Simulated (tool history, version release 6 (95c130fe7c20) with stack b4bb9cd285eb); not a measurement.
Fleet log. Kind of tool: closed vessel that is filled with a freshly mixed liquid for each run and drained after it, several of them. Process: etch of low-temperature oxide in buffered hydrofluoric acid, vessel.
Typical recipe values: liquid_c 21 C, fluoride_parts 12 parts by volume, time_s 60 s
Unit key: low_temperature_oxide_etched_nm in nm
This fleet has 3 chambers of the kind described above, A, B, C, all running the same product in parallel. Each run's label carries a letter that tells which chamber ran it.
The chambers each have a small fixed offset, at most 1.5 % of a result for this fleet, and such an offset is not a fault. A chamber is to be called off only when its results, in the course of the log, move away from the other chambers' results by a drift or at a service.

| run | hour | liquid_c | fluoride_parts | time_s | hours since the thermometer was replaced | hours since the hydrofluoric acid flow meter was replaced | read-back film thickness of the low-temperature oxide reference wafer, read on the same gauge (nm) | low_temperature_oxide_etched_nm |
|---|---|---|---|---|---|---|---|---|
| 1C | 10.3 | 21 | 12 | 60 | 909.7 | 1179.5 | 79.995 | 280.35 |
| 2A | 21.3 | 21 | 12 | 60 | 612.3 | 721.5 | 79.991 | 276.27 |
| 3B | 31.1 | 21 | 12 | 60 | 1227.7 | 259.6 | 79.993 | 282.54 |
| 4A | 44.2 | 21 | 12 | 60 | 635.2 | 744.4 | 79.99 | 278.64 |
| 5B | 55.1 | 19.5 | 12 | 35 | 1251.7 | 283.6 | 79.998 | 150.87 |
| 6C | 66.9 | 19.5 | 12 | 35 | 966.3 | 1236.1 | 80.025 | 150.28 |
| 7C | 74.9 | 19.5 | 12 | 35 | 974.3 | 1244.1 | 80.004 | 150.98 |
| 8A | 82.4 | 21 | 12 | 60 | 673.4 | 782.6 | 79.99 | 279.69 |
| 9B | 88.4 | 21 | 12 | 60 | 1285 | 316.9 | 79.998 | 284.08 |
| 10B | 99.9 | 21 | 12 | 60 | 1296.5 | 328.4 | 80.015 | 279.15 |
| 11A | 112.2 | 21 | 12 | 80 | 703.2 | 812.4 | 79.986 | 372.52 |
| 12C | 121.2 | 21 | 12 | 80 | 1020.6 | 1290.4 | 79.996 | 374.04 |
| 13C | 129.4 | 21 | 12 | 80 | 1028.8 | 1298.6 | 79.994 | 372.07 |
| 14A | 135.4 | 21 | 12 | 60 | 726.4 | 835.6 | 80.014 | 277.77 |
| 15B | 141.5 | 21 | 12 | 60 | 1338.1 | 370 | 79.989 | 281.76 |
| 16B | 152.3 | 21 | 12 | 60 | 1348.9 | 380.8 | 79.976 | 280.72 |
| 17A | 161.8 | 21 | 12 | 60 | 752.8 | 862 | 80.021 | 278.14 |
| 18C | 173.9 | 21 | 12 | 60 | 1073.3 | 1343.1 | 79.988 | 275.15 |
| 19B | 185.9 | 25.5 | 12 | 70 | 1382.5 | 414.4 | 79.978 | 418.09 |
|  | 191.2 | chamber A: hydrofluoric acid flow meter replaced |
|  | 195.1 | chamber A: thermometer replaced |
| 20C | 197.7 | 25.5 | 12 | 70 | 1097.1 | 1366.9 | 80.012 | 401.57 |
| 21A | 203.7 | 25.5 | 12 | 70 | 8.6 | 12.6 | 79.995 | 414.63 |
| 22C | 210.1 | 21 | 12 | 60 | 1109.5 | 1379.3 | 79.997 | 269.62 |
| 23A | 221.7 | 21 | 12 | 60 | 26.6 | 30.6 | 79.992 | 278.33 |
| 24B | 234.4 | 17 | 12 | 60 | 1431 | 462.9 | 79.994 | 225.49 |
| 25C | 244.9 | 17 | 12 | 60 | 1144.3 | 1414.1 | 80.004 | 211.13 |
| 26A | 255.1 | 17 | 12 | 60 | 60 | 64 | 80.022 | 219.57 |
| 27B | 267.4 | 21 | 12 | 60 | 1464 | 495.9 | 80.015 | 280.27 |
| 28C | 274.8 | 21 | 12 | 60 | 1174.2 | 1444 | 80.011 | 261.65 |
| 29B | 285 | 21 | 12 | 60 | 1481.6 | 513.5 | 80.019 | 282.69 |
| 30A | 294.1 | 21 | 12 | 60 | 99 | 103 | 80.001 | 279.03 |
| 31A | 305.8 | 21 | 12 | 60 | 110.7 | 114.7 | 79.982 | 279.15 |
| 32B | 312.3 | 21 | 12 | 60 | 1508.9 | 540.8 | 80 | 279.6 |

Each of the 3 chambers runs these same settings next. Fill in every chamber's results:
| 33A | 322 | 21 | 16 | 60 |  |  |  | ? |
| 33B | 322 | 21 | 16 | 60 |  |  |  | ? |
| 33C | 322 | 21 | 16 | 60 |  |  |  | ? |

| run | low_temperature_oxide_etched_nm |
|---|---|
| 33A | 208.7 |
| 33B | 209.85 |
| 33C | 192.53 |
